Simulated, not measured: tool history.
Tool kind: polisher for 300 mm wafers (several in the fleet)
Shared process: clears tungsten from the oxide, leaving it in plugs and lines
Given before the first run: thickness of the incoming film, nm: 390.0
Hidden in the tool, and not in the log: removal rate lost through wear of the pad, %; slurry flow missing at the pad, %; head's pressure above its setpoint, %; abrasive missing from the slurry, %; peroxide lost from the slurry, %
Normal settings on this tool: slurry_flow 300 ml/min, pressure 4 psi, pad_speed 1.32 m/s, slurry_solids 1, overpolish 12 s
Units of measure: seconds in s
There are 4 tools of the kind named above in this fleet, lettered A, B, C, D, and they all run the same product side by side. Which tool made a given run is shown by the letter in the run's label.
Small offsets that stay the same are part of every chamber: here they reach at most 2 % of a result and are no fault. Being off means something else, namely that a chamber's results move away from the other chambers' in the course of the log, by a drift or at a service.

run   hour  slurry_flow  pressure  pad_speed  slurry_solids  overpolish  wafers polished on this pad  hours since the slurry nozzle was cleaned  hours since the head pressure was calibrated  hours since the slurry blender was calibrated  hours since the slurry got fresh peroxide  seconds
 1A    6.5          300         4       1.32              1          12                          294                                      316.3                                         820.5                                           42.9                                       44.3   56.305
      10.4  -- chamber A: slurry nozzle cleaned
 2B   14.1          300         4       1.32              1          12                          939                                      225.5                                         558.2                                          461.3                                       53.5   56.351
 3C   19.5          300         4       1.32              1          12                          505                                      317.7                                         664.8                                          198.0                                       81.2   57.361
      23.2  -- chamber B: slurry blender recalibrated
      23.3  -- chamber D: worn pad replaced by a new one
      23.5  -- chamber C: worn pad replaced by a new one
 4D   26.1          300         4       1.32              1          12                           33                                      242.0                                         756.6                                          365.8                                       86.9   56.088
      29.7  -- chamber A: worn pad replaced by a new one
 5B   31.1          300         4       1.32              1          12                         1141                                      242.5                                         575.2                                            8.0                                       70.5   55.823
      35.4  -- chamber C: slurry tank refilled with fresh slurry and peroxide
 6A   35.4          300         4       1.32              1          12                           68                                       25.0                                         849.4                                           71.8                                       73.2   55.047
 7C   40.6          300         4       1.32              1          12                          203                                      338.8                                         685.9                                          219.1                                        5.2   55.796
      44.2  -- chamber D: slurry tank refilled with fresh slurry and peroxide
 8D   46.1          300         4       1.32              1          12                          271                                      262.0                                         776.6                                          385.8                                        2.0   57.895
 9C   52.8          300         4       1.32              1          12                          348                                      351.0                                         698.1                                          231.3                                       17.4   56.284
10B   57.1          300         4       1.32              1          12                         1450                                      268.5                                         601.2                                           34.0                                       96.5   56.543
      61.6  -- chamber C: worn pad replaced by a new one
11A   62.3          300         4       1.32              1           9                          387                                       51.9                                         876.3                                           98.7                                      100.1   55.771
      62.4  -- chamber B: worn pad replaced by a new one
12D   65.7          300         4       1.32              1           9                          504                                      281.6                                         796.2                                          405.4                                       21.6   56.636
13B   71.4          300         4       1.32              1           9                          108                                      282.8                                         615.5                                           48.3                                      110.8   55.780
14A   76.0          300         4       1.32              1           9                          550                                       65.6                                         890.0                                          112.4                                      113.8   56.105
15C   79.7          300         4       1.32              1          12                          215                                      377.9                                         725.0                                          258.2                                       44.3   56.979
      83.5  -- chamber A: worn pad replaced by a new one
16D   84.7          300         4       1.74              1          16                          730                                      300.6                                         815.2                                          424.4                                       40.6   43.498
17A   89.6          300         4       1.74              1          16                           72                                       79.2                                         903.6                                          126.0                                      127.4   42.544
      92.8  -- chamber D: slurry nozzle cleaned
      93.8  -- chamber D: slurry blender recalibrated
18B   97.2          300         4       1.74              1          16                          414                                      308.6                                         641.3                                           74.1                                      136.6   44.008
19C  101.4          300         4       1.74              1          16                          473                                      399.6                                         746.7                                          279.9                                       66.0   42.818
20D  108.7          300         4       1.32              1          12                         1016                                       15.9                                         839.2                                           15.0                                       64.6   56.728
     109.5  -- chamber C: worn pad replaced by a new one
21B  113.3          400         4       1.32              1          12                          606                                      324.7                                         657.4                                           90.2                                      152.7   56.435
     117.7  -- chamber C: slurry blender recalibrated
22A  119.8          400         4       1.32              1          12                          431                                      109.4                                         933.8                                          156.2                                      157.6   54.847
23C  125.3          400         4       1.32              1          12                          188                                      423.5                                         770.6                                            7.7                                       89.9   56.334
     125.5  -- chamber C: slurry tank refilled with fresh slurry and peroxide
     131.7  -- chamber A: worn pad replaced by a new one
24D  132.0          400         4       1.32              1          12                         1293                                       39.2                                         862.5                                           38.3                                       87.9   57.116
25C  136.6          300         4       1.56              1          12                          323                                      434.8                                         781.9                                           19.0                                       11.1   47.905
     141.2  -- chamber A: slurry tank refilled with fresh slurry and peroxide
26B  141.8          300         4       1.56              1          12                          945                                      353.2                                         685.9                                          118.7                                      181.2   52.030
27A  146.9          300         4       1.56              1          12                          181                                      136.5                                         960.9                                          183.3                                        5.7   47.356
28D  151.8          300         4       1.56              1          12                         1528                                       59.0                                         882.3                                           58.1                                      107.7   48.220
     154.3  -- chamber C: worn pad replaced by a new one
     155.1  -- chamber C: head pressure recalibrated
     156.0  -- chamber D: worn pad replaced by a new one
29D  156.4          300         4       1.32              1          12                            5                                       63.6                                         886.9                                           62.7                                      112.3   57.376
     161.9  -- chamber D: slurry tank refilled with fresh slurry and peroxide
30A  163.4          300         4       1.32              1          12                          377                                      153.0                                         977.4                                          199.8                                       22.2   55.641
31C  166.8          300         4       1.32              1          12                          149                                      465.0                                          11.8                                           49.2                                       41.3   57.243
32B  171.0          300         4       1.32              1          12                         1292                                      382.4                                         715.1                                          147.9                                      210.4   63.390
33B  176.9          300         4       1.32              1          12                         1362                                      388.3                                         721.0                                          153.8                                      216.3   62.728
     180.7  -- chamber A: worn pad replaced by a new one
34A  183.1          300         4       1.32              1          12                           29                                      172.7                                         997.1                                          219.5                                       41.9   55.737
35C  186.7          300         4       1.32              1          12                          386                                      484.9                                          31.7                                           69.1                                       61.2   56.379
     188.8  -- chamber B: worn pad replaced by a new one
36D  191.6          300         4       1.32              1          12                          424                                       98.8                                         922.1                                           97.9                                       29.8   57.129
     195.0  -- chamber C: worn pad replaced by a new one
37A  196.8          300         4       1.32              1          12                          192                                      186.4                                        1010.8                                          233.2                                       55.6   56.066
38C  204.4          300         4       1.32              1          12                          112                                      502.6                                          49.4                                           86.8                                       78.9   56.254
39B  209.5          300         4       1.32              1          12                          247                                      420.9                                         753.6                                          186.4                                      248.9   66.713

Does one chamber stand apart from the rest, does the shared gauge drift, or is all well apart from small per-chamber offsets? Give the chamber and the most likely cause, where there is one.

It is chamber B that slowly wanders off from its peers.
Most likely cause: peroxide lost from the slurry, % = 32.1.
The log may not tell that from: head's pressure below its setpoint, %.

Chamber B could run next with any of the 4 candidate recipes listed below; each alters the usual settings, and their results appear as question marks. Which one brings its results back in line with what the other chambers deliver on the usual settings?
Maximum distance from the other chambers' mean on the usual settings for a result to count as in line: seconds 2.200 s
40B-1  215.0          295       3.4       1.12           1.00          12                                                                                                                                                                                                                        ?
40B-2  215.0          305       4.7       1.54           1.05          12                                                                                                                                                                                                                        ?
40B-3  215.0          300       3.7       1.22           1.00          12                                                                                                                                                                                                                        ?
40B-4  215.0          300       4.3       1.42           1.00          12                                                                                                                                                                                                                        ?

On the usual settings, the other chambers give on average: seconds 56.726 s
  run  seconds
40B-1   90.968
40B-2   47.388
40B-3   76.733
40B-4   56.853
40B-4 puts the chamber back in line with the other chambers.
